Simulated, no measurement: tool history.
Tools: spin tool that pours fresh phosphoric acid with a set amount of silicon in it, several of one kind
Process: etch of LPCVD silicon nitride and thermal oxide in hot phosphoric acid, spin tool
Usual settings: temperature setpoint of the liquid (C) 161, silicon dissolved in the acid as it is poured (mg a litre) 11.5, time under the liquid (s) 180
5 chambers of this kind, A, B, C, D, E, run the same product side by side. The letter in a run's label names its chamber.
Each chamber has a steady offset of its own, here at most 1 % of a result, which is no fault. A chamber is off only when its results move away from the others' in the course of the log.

| run | hour | temperature setpoint of the liquid (C) | silicon dissolved in the acid as it is poured (mg a litre) | time under the liquid (s) | hours since the thermometer was replaced | hours since the dissolved silicon flow meter was replaced | hours since the heated supply line was repaired | read-back film thickness of the LPCVD silicon nitride reference wafer, read on the same gauge (nm) | read-back film thickness of the thermal oxide reference wafer, read on the same gauge (nm) | thickness taken off the LPCVD silicon nitride on a monitor wafer (nm) | thickness taken off the thermal oxide on a monitor wafer (nm) |
|---|---|---|---|---|---|---|---|---|---|---|---|
| 1E | 6.4 | 161 | 11.5 | 180 | 261.9 | 357.7 | 1016.4 | 100.01 | 120.05 | 15.921 | 0.43988 |
|  | 12 | chamber E: dissolved silicon flow meter replaced |
| 2A | 13.4 | 161 | 11.5 | 180 | 447.6 | 689.6 | 2029.1 | 100.02 | 119.94 | 15.821 | 0.364 |
| 3C | 18.5 | 161 | 11.5 | 180 | 2395.1 | 2030 | 1271.7 | 99.995 | 119.97 | 15.907 | 0.47637 |
| 4D | 23.6 | 161 | 11.5 | 180 | 632 | 1181.1 | 137.3 | 100 | 120 | 15.774 | 0.37381 |
| 5B | 30 | 161 | 11.5 | 180 | 918.8 | 1917.3 | 406.1 | 99.991 | 119.99 | 15.597 | 0.41457 |
|  | 32.5 | chamber A: heated supply line repaired |
| 6C | 34.7 | 161 | 11.5 | 180 | 2411.3 | 2046.2 | 1287.9 | 99.994 | 119.96 | 15.68 | 0.43089 |
| 7A | 39 | 161 | 11.5 | 180 | 473.2 | 715.2 | 6.6 | 100 | 119.99 | 15.659 | 0.44866 |
| 8D | 44 | 161 | 11.5 | 180 | 652.4 | 1201.5 | 157.7 | 100 | 120.02 | 15.92 | 0.38503 |
| 9B | 50.2 | 161 | 11.5 | 180 | 939 | 1937.5 | 426.3 | 99.991 | 119.99 | 15.553 | 0.33487 |
| 10E | 55.9 | 161 | 11.5 | 180 | 311.4 | 44 | 1065.9 | 100.02 | 120 | 15.806 | 0.3597 |
| 11A | 59.4 | 161 | 11.5 | 180 | 493.6 | 735.6 | 27 | 99.974 | 120.01 | 15.615 | 0.38322 |
|  | 59.6 | chamber A: dissolved silicon flow meter replaced |
| 12C | 65.5 | 161 | 11.5 | 180 | 2442.1 | 2077 | 1318.7 | 99.995 | 120.01 | 15.841 | 0.39554 |
| 13B | 70.3 | 161 | 11.5 | 180 | 959.1 | 1957.6 | 446.4 | 99.996 | 120.05 | 15.572 | 0.40961 |
| 14D | 74.4 | 161 | 11.5 | 180 | 682.8 | 1231.9 | 188.1 | 100.01 | 119.98 | 15.872 | 0.42392 |
| 15E | 78.3 | 161 | 11.5 | 255 | 333.8 | 66.4 | 1088.3 | 100.03 | 119.98 | 22.185 | 0.56166 |
| 16C | 82.9 | 161 | 11.5 | 255 | 2459.5 | 2094.4 | 1336.1 | 99.982 | 119.98 | 22.487 | 0.51306 |
| 17B | 89.5 | 161 | 11.5 | 255 | 978.3 | 1976.8 | 465.6 | 100 | 119.97 | 22.09 | 0.60981 |
| 18E | 93.7 | 161 | 11.5 | 255 | 349.2 | 81.8 | 1103.7 | 100.01 | 119.95 | 22.373 | 0.47448 |
| 19D | 100.2 | 161 | 11.5 | 255 | 708.6 | 1257.7 | 213.9 | 99.99 | 119.97 | 22.683 | 0.54426 |
| 20A | 106.8 | 161 | 11.5 | 180 | 541 | 47.2 | 74.4 | 99.98 | 119.99 | 15.797 | 0.39876 |
| 21E | 111 | 161 | 11.5 | 180 | 366.5 | 99.1 | 1121 | 100 | 120 | 15.777 | 0.3841 |
| 22C | 115.6 | 161 | 11.5 | 180 | 2492.2 | 2127.1 | 1368.8 | 100 | 120.01 | 15.888 | 0.38495 |
| 23A | 120.6 | 161 | 11.5 | 180 | 554.8 | 61 | 88.2 | 99.99 | 119.98 | 15.702 | 0.37319 |
| 24B | 126.4 | 161 | 11.5 | 180 | 1015.2 | 2013.7 | 502.5 | 100.01 | 119.99 | 15.732 | 0.44931 |
| 25D | 131.9 | 161 | 7.5 | 250 | 740.3 | 1289.4 | 245.6 | 99.987 | 119.95 | 22.47 | 0.67275 |
| 26C | 137.7 | 161 | 7.5 | 250 | 2514.3 | 2149.2 | 1390.9 | 99.998 | 119.98 | 21.962 | 0.71646 |
|  | 142.5 | chamber C: dissolved silicon flow meter replaced |
| 27B | 144.3 | 161 | 7.5 | 250 | 1033.1 | 2031.6 | 520.4 | 99.991 | 119.98 | 21.815 | 0.69314 |
| 28A | 149.1 | 161 | 7.5 | 250 | 583.3 | 89.5 | 116.7 | 99.999 | 120.04 | 21.874 | 0.58235 |
| 29D | 155.1 | 161 | 7.5 | 250 | 763.5 | 1312.6 | 268.8 | 99.974 | 120 | 22.637 | 0.60723 |
| 30E | 160.1 | 161 | 11.5 | 180 | 415.6 | 148.2 | 1170.1 | 99.979 | 120.01 | 15.714 | 0.50483 |
| 31A | 165.5 | 161 | 11.5 | 180 | 599.7 | 105.9 | 133.1 | 100.02 | 120.02 | 15.785 | 0.42094 |
| 32D | 172.5 | 161 | 11.5 | 180 | 780.9 | 1330 | 286.2 | 99.991 | 119.99 | 16.262 | 0.472 |
| 33C | 179.3 | 161 | 11.5 | 180 | 2555.9 | 36.8 | 1432.5 | 99.988 | 119.93 | 15.863 | 0.40505 |
| 34E | 185.4 | 161 | 11.5 | 180 | 440.9 | 173.5 | 1195.4 | 100.01 | 119.99 | 15.859 | 0.41691 |
| 35B | 189 | 161 | 11.5 | 180 | 1077.8 | 2076.3 | 565.1 | 100 | 119.93 | 15.557 | 0.38593 |
| 36C | 194.7 | 161 | 11.5 | 180 | 2571.3 | 52.2 | 1447.9 | 99.991 | 120.01 | 15.981 | 0.40798 |
| 37A | 200.2 | 161 | 11.5 | 180 | 634.4 | 140.6 | 167.8 | 99.998 | 119.99 | 15.94 | 0.44102 |
| 38B | 204 | 161 | 11.5 | 180 | 1092.8 | 2091.3 | 580.1 | 99.984 | 120.02 | 15.723 | 0.37861 |

All 5 chambers run these settings next. Forecast each chamber's results:
| 39A | 209.2 | 161 | 11.5 | 180 |  |  |  |  |  | ? | ? |
| 39B | 209.2 | 161 | 11.5 | 180 |  |  |  |  |  | ? | ? |
| 39C | 209.2 | 161 | 11.5 | 180 |  |  |  |  |  | ? | ? |
| 39D | 209.2 | 161 | 11.5 | 180 |  |  |  |  |  | ? | ? |
| 39E | 209.2 | 161 | 11.5 | 180 |  |  |  |  |  | ? | ? |

| run | thickness taken off the LPCVD silicon nitride on a monitor wafer (nm) | thickness taken off the thermal oxide on a monitor wafer (nm) |
|---|---|---|
| 39A | 15.811 | 0.41068 |
| 39B | 15.613 | 0.35682 |
| 39C | 15.819 | 0.51284 |
| 39D | 16.364 | 0.40385 |
| 39E | 15.72 | 0.41265 |

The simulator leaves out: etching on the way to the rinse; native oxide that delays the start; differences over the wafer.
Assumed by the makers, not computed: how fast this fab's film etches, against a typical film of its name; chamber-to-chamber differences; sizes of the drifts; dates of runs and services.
